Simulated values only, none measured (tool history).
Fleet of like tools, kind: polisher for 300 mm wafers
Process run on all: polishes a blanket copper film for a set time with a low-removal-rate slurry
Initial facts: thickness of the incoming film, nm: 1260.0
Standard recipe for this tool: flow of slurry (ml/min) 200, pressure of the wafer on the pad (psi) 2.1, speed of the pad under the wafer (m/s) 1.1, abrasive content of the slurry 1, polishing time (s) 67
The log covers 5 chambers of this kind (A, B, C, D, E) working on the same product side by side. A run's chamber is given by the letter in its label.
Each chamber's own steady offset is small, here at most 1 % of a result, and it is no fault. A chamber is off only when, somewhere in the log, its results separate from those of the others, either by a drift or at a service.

run,hour,flow of slurry (ml/min),pressure of the wafer on the pad (psi),speed of the pad under the wafer (m/s),abrasive content of the slurry,polishing time (s),wafers polished on this pad,hours since the slurry nozzle was cleaned,hours since the head pressure was calibrated,hours since the slurry blender was calibrated,film removed (nm)
1E,6.9,200,2.1,1.1,1,67,397,166.6,563.3,104.8,133.09
# hour 16.1: chamber B: slurry blender recalibrated
# hour 17: chamber C: worn pad replaced by a new one
2D,19.3,200,2.1,1.1,1,67,412,146.6,706.5,121.5,130.4
3C,28.3,200,2.1,1.1,1,67,148,507.5,1071.9,414.2,131.4
4A,37.3,200,2.1,1.1,1,67,583,413,606.2,140,131.25
5B,48.6,200,2.1,1.1,1,67,782,438.1,65.1,32.5,131.43
# hour 50.7: chamber E: worn pad replaced by a new one
# hour 52.3: chamber C: slurry blender recalibrated
# hour 53.3: chamber B: worn pad replaced by a new one
# hour 54.9: chamber D: worn pad replaced by a new one
6B,56.3,255,2.1,1.1,1,67,39,445.8,72.8,40.2,136.63
7A,68.8,255,2.1,1.1,1,67,996,444.5,637.7,171.5,133.38
8E,74.5,255,2.1,1.1,1,67,313,234.2,630.9,172.4,135.15
9D,81,255,2.1,1.1,1,67,343,208.3,768.2,183.2,134.01
# hour 88.5: chamber C: head pressure recalibrated
10C,91.6,255,2.1,1.1,1,67,978,570.8,3.2,39.3,136.47
# hour 93.2: chamber C: slurry nozzle cleaned
# hour 97.6: chamber A: worn pad replaced by a new one
11E,101.3,200,2.1,1.1,1,67,664,261,657.7,199.2,131.96
# hour 107.9: chamber C: worn pad replaced by a new one
12A,109.3,200,2.1,1.1,1,67,154,485,678.2,212,130.5
# hour 113.1: chamber A: slurry blender recalibrated
# hour 114: chamber E: worn pad replaced by a new one
13D,120.4,200,2.1,0.96,1.25,67,860,247.7,807.6,222.6,116.89
# hour 125.8: chamber D: worn pad replaced by a new one
14C,131.3,200,2.1,0.96,1.25,67,307,38.1,42.9,79,120.14
# hour 132.4: chamber B: worn pad replaced by a new one
15B,141.3,200,2.1,0.96,1.25,67,117,530.8,157.8,125.2,119.06
# hour 148.4: chamber D: slurry nozzle cleaned
16E,149.4,200,2.1,0.96,1.25,67,464,309.1,705.8,247.3,117.4
17A,158.6,200,2.1,0.96,1.25,67,800,534.3,727.5,45.6,118.23
18B,167.2,200,2.1,1.1,1,67,456,556.7,183.7,151.1,130.13
19C,178.9,200,1.7,1.1,1,67,932,85.7,90.5,126.6,107.7
# hour 179.7: chamber E: worn pad replaced by a new one
20D,186.4,200,1.7,1.1,1,67,795,38.1,873.6,288.6,104.93
# hour 189.8: chamber D: worn pad replaced by a new one
21E,195.1,200,1.7,1.1,1,67,202,354.8,751.5,293,106.63
# hour 196.5: chamber B: slurry blender recalibrated
# hour 199.1: chamber E: slurry blender recalibrated
22C,202,200,1.7,1.1,1,67,1235,108.8,113.6,149.7,106.22
# hour 203.3: chamber B: worn pad replaced by a new one
# hour 203.6: chamber B: slurry nozzle cleaned
# hour 207.8: chamber C: worn pad replaced by a new one
# hour 208.3: chamber A: worn pad replaced by a new one
23A,212.5,200,1.7,1.1,1,67,55,588.2,781.4,99.5,105.5
# hour 213.8: chamber D: head pressure recalibrated
24D,222.5,200,2.1,1.1,1,67,429,74.2,8.7,324.7,130.8
25B,230.6,200,2.1,1.1,1,67,358,27,247.1,34.2,131.17
# hour 242.1: chamber D: slurry blender recalibrated
26B,243.1,200,2.1,1.1,1,67,522,39.5,259.6,46.7,134.3
# hour 245.2: chamber E: worn pad replaced by a new one
27A,249.3,200,2.1,1.1,1,67,538,625,818.2,136.3,130.4
# hour 253.6: chamber D: worn pad replaced by a new one
28C,261.3,200,2.1,1.1,1,67,702,168.1,172.9,209,131.31
# hour 266.3: chamber B: worn pad replaced by a new one
29E,271,200,2.1,1.1,1,67,339,430.7,827.4,72,133.02
30D,276.7,200,2.1,1.1,1,67,303,128.4,62.9,34.6,130.6
31D,286.4,200,2.1,1.1,1,67,430,138.1,72.6,44.3,133.37
32A,297.7,200,2.1,1.1,1,67,1173,673.4,866.6,184.7,131.41
# hour 299.1: chamber C: worn pad replaced by a new one
33E,303.5,200,2.1,1.1,1,67,765,463.2,859.9,104.5,130.51
# hour 304.2: chamber E: worn pad replaced by a new one
# hour 307.8: chamber A: worn pad replaced by a new one
34C,310.2,200,2.1,1.1,1,67,146,217,221.8,257.9,133.2
# hour 315.4: chamber D: worn pad replaced by a new one
35B,318.4,200,2.1,1.1,1,67,684,114.8,334.9,122,131.54
36E,323.9,200,2.1,1.1,1,67,258,483.6,880.3,124.9,130.97
# hour 324.5: chamber A: slurry nozzle cleaned
37A,331.8,200,2.1,1.1,1,67,315,7.3,900.7,218.8,130.28
# hour 336.8: chamber B: worn pad replaced by a new one
38B,339.5,200,2.1,1.1,1,67,35,135.9,356,143.1,131.56
39D,346.1,200,2.1,1.1,1,67,402,197.8,132.3,104,131.16

One chamber off, gauge drift, or nothing amiss beyond the chambers' own small offsets? If it is a chamber, which one, and what is the likeliest cause?

The fleet is healthy, with each chamber sitting at its usual small offset and no drift in the gauge.
